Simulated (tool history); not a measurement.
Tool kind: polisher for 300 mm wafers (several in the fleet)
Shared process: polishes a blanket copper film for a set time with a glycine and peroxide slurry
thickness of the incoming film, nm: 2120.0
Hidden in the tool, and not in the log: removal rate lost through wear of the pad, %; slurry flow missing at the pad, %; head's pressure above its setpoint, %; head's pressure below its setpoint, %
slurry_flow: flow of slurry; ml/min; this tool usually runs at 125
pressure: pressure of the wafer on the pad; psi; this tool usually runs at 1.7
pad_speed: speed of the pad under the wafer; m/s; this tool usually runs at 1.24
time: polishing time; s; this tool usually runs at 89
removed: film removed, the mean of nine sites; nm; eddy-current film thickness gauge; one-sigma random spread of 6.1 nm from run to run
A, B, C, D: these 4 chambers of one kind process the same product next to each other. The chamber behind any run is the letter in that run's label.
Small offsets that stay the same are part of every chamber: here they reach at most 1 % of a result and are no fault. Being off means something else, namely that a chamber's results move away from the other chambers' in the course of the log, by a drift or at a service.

run    day  slurry_flow  pressure  pad_speed  time  wafers polished on this pad  hours since the slurry nozzle was cleaned  hours since the head pressure was calibrated  removed
 1C  0.142          125       1.7       1.24    89                          583                                       27.9                                          42.7   466.87
 2A  0.408          125       1.7       1.24    89                         1242                                      398.2                                          88.5   477.44
     0.554  -- chamber A: worn pad replaced by a new one
 3D  0.625          125       1.7       1.24    89                          989                                      143.1                                         367.9   464.40
     0.804  -- chamber D: worn pad replaced by a new one
 4B  0.838          125       1.7       1.24    89                          854                                      157.4                                         364.2   487.04
 5D  0.996          125       1.7       1.24    89                           60                                      152.0                                         376.8   469.44
 6A  1.146          125       1.7       1.24    89                          186                                      415.9                                         106.2   487.51
 7C  1.283          125       1.7       1.24    89                          940                                       55.3                                          70.1   484.51
 8B  1.408          125       1.7       1.24    89                         1032                                      171.1                                         377.9   476.92
 9C  1.562          125       1.7       1.24    89                         1027                                       62.0                                          76.8   473.81
10D  1.692          125       1.7       1.24    89                          278                                      168.7                                         393.5   470.67
11B  1.833          125       1.7       1.24    89                         1165                                      181.3                                         388.1   473.15
12A  2.012          125       1.7       1.24    89                          457                                      436.7                                         127.0   483.34
13B  2.183          125       1.7       1.24    89                         1275                                      189.7                                         396.5   477.41
     2.250  -- chamber B: head pressure recalibrated
14A  2.346          125       1.7       1.38    89                          562                                      444.7                                         135.0   525.69
     2.375  -- chamber B: worn pad replaced by a new one
     2.571  -- chamber C: worn pad replaced by a new one
15D  2.608          125       1.7       1.38    89                          565                                      190.7                                         415.5   518.72
16C  2.800          125       1.7       1.38    89                           72                                       91.7                                         106.5   498.30
17D  2.946          125       1.7       1.38    89                          671                                      198.8                                         423.6   519.38
18B  3.062          125       1.7       1.24    89                          215                                      210.8                                          19.6   472.27
19C  3.183          125       1.7       1.24    89                          192                                      100.9                                         115.7   468.18
20A  3.317          125       1.7       1.24    89                          866                                      468.0                                         158.3   471.91
21A  3.483          125       1.7       1.24    89                          918                                      472.0                                         162.3   479.84
22C  3.650          125       1.7       1.24    89                          338                                      112.1                                         126.9   482.46
23B  3.817          125       1.7       1.24    89                          451                                      228.9                                          37.7   463.35
     3.862  -- chamber B: slurry nozzle cleaned
24D  3.983          125       1.7       1.24    89                          996                                      223.7                                         448.5   464.08
25B  4.250          155       2.0       1.24    89                          587                                        9.3                                          48.1   567.02
26C  4.429          155       2.0       1.24    89                          582                                      130.8                                         145.6   562.74
27D  4.650          155       2.0       1.24    89                         1204                                      239.7                                         464.5   568.59
     4.725  -- chamber D: worn pad replaced by a new one
28A  4.917          155       2.0       1.24    89                         1366                                      506.4                                         196.7   560.60
29C  5.104          125       1.7       1.24    89                          793                                      147.0                                         161.8   472.84
     5.200  -- chamber A: worn pad replaced by a new one
30B  5.300          125       1.7       1.24    89                          915                                       34.5                                          73.3   472.31
31A  5.454          125       1.7       1.24    89                           80                                      519.3                                         209.6   486.65
     5.542  -- chamber D: head pressure recalibrated
32D  5.708          125       1.7       1.24    89                          308                                      265.1                                           4.0   476.99
33B  5.871          125       1.7       1.24    89                         1094                                       48.2                                          87.0   463.31
34C  6.021          125       1.7       1.24    89                         1080                                      169.0                                         183.8   472.59
35D  6.188          160       1.7       1.24    89                          458                                      276.6                                          15.5   499.39
36A  6.329          160       1.7       1.24    89                          354                                      540.3                                         230.6   494.04
37C  6.479          160       1.7       1.24    89                         1223                                      180.0                                         194.8   501.39

Each of the 4 chambers runs these same settings next. Fill in every chamber's results:
38A  6.675          125       1.7       1.24    89                                                                                                                              ?
38B  6.675          125       1.7       1.24    89                                                                                                                              ?
38C  6.675          125       1.7       1.24    89                                                                                                                              ?
38D  6.675          125       1.7       1.24    89                                                                                                                              ?

run  removed
38A   471.73
38B   478.01
38C   470.85
38D   467.86
